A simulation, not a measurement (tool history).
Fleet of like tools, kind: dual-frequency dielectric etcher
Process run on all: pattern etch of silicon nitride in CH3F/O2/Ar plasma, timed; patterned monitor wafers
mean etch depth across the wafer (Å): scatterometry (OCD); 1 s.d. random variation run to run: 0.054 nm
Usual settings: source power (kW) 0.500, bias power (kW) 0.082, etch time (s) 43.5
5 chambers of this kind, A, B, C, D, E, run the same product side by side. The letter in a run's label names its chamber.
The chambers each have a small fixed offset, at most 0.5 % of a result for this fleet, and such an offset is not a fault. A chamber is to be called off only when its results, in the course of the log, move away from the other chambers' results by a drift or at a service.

| run | day | source power (kW) | bias power (kW) | etch time (s) | read-back reference wafer on the same gauge, depth_nm | mean etch depth across the wafer (Å) |
|---|---|---|---|---|---|---|
| 1B | 0.125 | 0.500 | 0.082 | 43.5 | 40.183 | 349.04 |
| 2D | 0.204 | 0.500 | 0.082 | 43.5 | 40.175 | 345.64 |
| 3C | 0.383 | 0.500 | 0.082 | 43.5 | 40.182 | 347.38 |
|  | 0.408 | chamber C: source power generator calibrated |
| 4E | 0.471 | 0.500 | 0.082 | 43.5 | 40.180 | 348.55 |
| 5A | 0.625 | 0.500 | 0.082 | 43.5 | 40.183 | 345.18 |
| 6B | 0.721 | 0.500 | 0.091 | 54.0 | 40.174 | 446.99 |
| 7C | 0.842 | 0.500 | 0.091 | 54.0 | 40.157 | 446.08 |
| 8D | 0.996 | 0.500 | 0.091 | 54.0 | 40.164 | 445.13 |
| 9E | 1.112 | 0.500 | 0.091 | 54.0 | 40.163 | 445.70 |
| 10A | 1.283 | 0.500 | 0.091 | 54.0 | 40.139 | 445.32 |
| 11C | 1.438 | 0.500 | 0.096 | 43.5 | 40.141 | 365.45 |
| 12D | 1.538 | 0.500 | 0.096 | 43.5 | 40.138 | 365.08 |
| 13A | 1.704 | 0.500 | 0.096 | 43.5 | 40.125 | 363.76 |
| 14E | 1.838 | 0.500 | 0.096 | 43.5 | 40.114 | 367.05 |
| 15B | 1.983 | 0.500 | 0.096 | 43.5 | 40.111 | 367.08 |
|  | 2.079 | chamber A: wet clean of the chamber |
| 16C | 2.079 | 0.500 | 0.082 | 43.5 | 40.121 | 346.45 |
| 17B | 2.225 | 0.430 | 0.082 | 43.5 | 40.097 | 327.37 |
| 18D | 2.321 | 0.430 | 0.082 | 43.5 | 40.094 | 325.77 |
|  | 2.475 | chamber B: source power generator calibrated |
| 19E | 2.500 | 0.430 | 0.082 | 43.5 | 40.076 | 328.14 |
| 20A | 2.592 | 0.430 | 0.082 | 43.5 | 40.085 | 325.77 |
| 21D | 2.704 | 0.430 | 0.082 | 43.5 | 40.069 | 325.94 |
| 22B | 2.850 | 0.500 | 0.082 | 43.5 | 40.063 | 346.79 |
| 23E | 2.979 | 0.500 | 0.082 | 43.5 | 40.064 | 346.82 |
| 24A | 3.092 | 0.500 | 0.082 | 43.5 | 40.074 | 344.00 |
| 25C | 3.225 | 0.500 | 0.082 | 43.5 | 40.073 | 344.82 |
| 26C | 3.404 | 0.500 | 0.082 | 43.5 | 40.044 | 344.76 |
| 27E | 3.500 | 0.500 | 0.082 | 43.5 | 40.032 | 346.39 |
| 28B | 3.658 | 0.500 | 0.082 | 43.5 | 40.036 | 347.19 |
| 29A | 3.800 | 0.500 | 0.090 | 35.5 | 40.038 | 290.20 |
| 30D | 3.921 | 0.500 | 0.090 | 35.5 | 40.036 | 290.72 |
| 31A | 4.058 | 0.500 | 0.090 | 35.5 | 40.025 | 290.24 |
| 32C | 4.212 | 0.500 | 0.090 | 35.5 | 40.018 | 290.97 |
| 33E | 4.362 | 0.500 | 0.090 | 35.5 | 40.021 | 291.69 |
| 34B | 4.542 | 0.500 | 0.082 | 43.5 | 40.003 | 345.46 |
| 35D | 4.683 | 0.500 | 0.082 | 43.5 | 39.996 | 343.03 |
| 36E | 4.779 | 0.500 | 0.082 | 43.5 | 39.997 | 346.04 |
| 37C | 4.958 | 0.500 | 0.082 | 43.5 | 39.980 | 344.57 |
| 38D | 5.054 | 0.500 | 0.082 | 43.5 | 39.966 | 343.53 |
| 39A | 5.150 | 0.500 | 0.082 | 43.5 | 39.977 | 344.02 |
| 40B | 5.283 | 0.500 | 0.082 | 43.5 | 39.958 | 345.00 |
| 41A | 5.462 | 0.500 | 0.082 | 43.5 | 39.966 | 343.29 |
| 42D | 5.583 | 0.500 | 0.082 | 43.5 | 39.940 | 342.75 |
| 43C | 5.700 | 0.500 | 0.065 | 50.0 | 39.937 | 367.48 |

For the next run the whole fleet of 5 chambers uses the same settings. Give each chamber's results:
| 44A | 5.829 | 0.500 | 0.082 | 43.5 |  | ? |
| 44B | 5.829 | 0.500 | 0.082 | 43.5 |  | ? |
| 44C | 5.829 | 0.500 | 0.082 | 43.5 |  | ? |
| 44D | 5.829 | 0.500 | 0.082 | 43.5 |  | ? |
| 44E | 5.829 | 0.500 | 0.082 | 43.5 |  | ? |

| run | mean etch depth across the wafer (Å) |
|---|---|
| 44A | 343.32 |
| 44B | 345.24 |
| 44C | 344.30 |
| 44D | 343.25 |
| 44E | 344.64 |
